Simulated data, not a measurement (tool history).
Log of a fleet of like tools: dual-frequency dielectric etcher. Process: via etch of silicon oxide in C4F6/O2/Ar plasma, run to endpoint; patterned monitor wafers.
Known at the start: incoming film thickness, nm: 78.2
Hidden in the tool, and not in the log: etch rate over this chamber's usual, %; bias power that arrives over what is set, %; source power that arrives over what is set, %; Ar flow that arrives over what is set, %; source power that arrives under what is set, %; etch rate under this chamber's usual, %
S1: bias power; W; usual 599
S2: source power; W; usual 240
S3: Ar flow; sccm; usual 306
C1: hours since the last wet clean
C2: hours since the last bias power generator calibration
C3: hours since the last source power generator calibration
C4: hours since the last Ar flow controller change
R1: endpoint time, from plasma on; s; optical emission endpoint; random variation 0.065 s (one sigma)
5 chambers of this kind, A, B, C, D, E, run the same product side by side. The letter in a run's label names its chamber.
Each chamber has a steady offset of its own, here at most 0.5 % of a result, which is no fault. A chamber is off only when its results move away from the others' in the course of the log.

run   hour   S1   S2   S3     C1      C2      C3      C4      R1
 1A    5.8  599  240  306   57.9  2891.9  2294.8  4456.8  19.509
 2C   11.7  599  240  306  525.3  2300.8   117.5  2600.5  19.407
 3D   20.0  599  240  306  332.0  1201.6  2296.2  3751.5  19.422
 4E   29.9  599  240  306  399.3   994.2  1159.9  1243.5  19.293
 5B   35.8  599  240  306  184.4   843.3   271.2   397.0  19.289
 6E   40.2  711  270  306  409.6  1004.5  1170.2  1253.8  17.339
      40.5  -- chamber A: Ar flow controller replaced
 7C   46.9  711  270  306  560.5  2336.0   152.7  2635.7  17.394
 8B   53.5  711  270  306  202.1   861.0   288.9   414.7  17.293
 9A   57.9  711  270  306  110.0  2944.0  2346.9    17.5  17.460
10D   67.4  711  270  306  379.4  1249.0  2343.6  3798.9  17.477
      70.6  -- chamber D: wet clean of the chamber
11D   73.5  599  240  306    2.9  1255.1  2349.7  3805.0  19.433
12B   78.8  599  240  306  227.4   886.3   314.2   440.0  19.288
13A   84.3  599  240  306  136.4  2970.4  2373.3    43.9  19.413
14E   92.9  599  240  306  462.3  1057.2  1222.9  1306.5  19.359
15C   99.6  599  240  306  613.2  2388.7   205.4  2688.4  19.411
16A  108.6  599  240  306  160.7  2994.7  2397.6    68.2  19.524
17E  117.3  599  240  306  486.7  1081.6  1247.3  1330.9  19.324
18D  125.0  599  240  306   54.4  1306.6  2401.2  3856.5  19.566
     130.3  -- chamber C: wet clean of the chamber
19C  131.4  599  240  306    1.1  2420.5   237.2  2720.2  18.529
20B  140.5  599  240  306  289.1   948.0   375.9   501.7  19.318
21B  146.9  599  240  306  295.5   954.4   382.3   508.1  19.337
22A  152.8  723  290  306  204.9  3038.9  2441.8   112.4  16.878
23E  160.7  723  290  306  530.1  1125.0  1290.7  1374.3  16.768
24D  168.3  723  290  306   97.7  1349.9  2444.5  3899.8  16.842
25C  177.1  723  290  306   46.8  2466.2   282.9  2765.9  16.081
26B  182.9  723  290  306  331.5   990.4   418.3   544.1  16.710
27D  190.4  599  240  306  119.8  1372.0  2466.6  3921.9  19.513
28E  196.3  599  240  306  565.7  1160.6  1326.3  1409.9  19.454
29C  204.4  599  240  334   74.1  2493.5   310.2  2793.2  18.640
30A  212.2  599  240  334  264.3  3098.3  2501.2   171.8  19.596
     213.1  -- chamber B: wet clean of the chamber
31A  221.8  599  240  334  273.9  3107.9  2510.8   181.4  19.538
32E  231.3  599  240  334  600.7  1195.6  1361.3  1444.9  19.557
     239.5  -- chamber E: wet clean of the chamber
33D  240.7  599  240  334  170.1  1422.3  2516.9  3972.2  19.700
34C  246.4  599  240  306  116.1  2535.5   352.2  2835.2  18.462
35B  256.1  599  240  306   43.1  1063.6   491.5   617.3  19.291
36E  261.7  739  240  364   22.3  1226.0  1391.7  1475.3  18.070

All 5 chambers run these settings next. Forecast each chamber's results:
37A  268.8  528  240  306                   ?
37B  268.8  528  240  306                   ?
37C  268.8  528  240  306                   ?
37D  268.8  528  240  306                   ?
37E  268.8  528  240  306                   ?

run      R1
37A  20.391
37B  20.125
37C  19.437
37D  20.305
37E  20.377
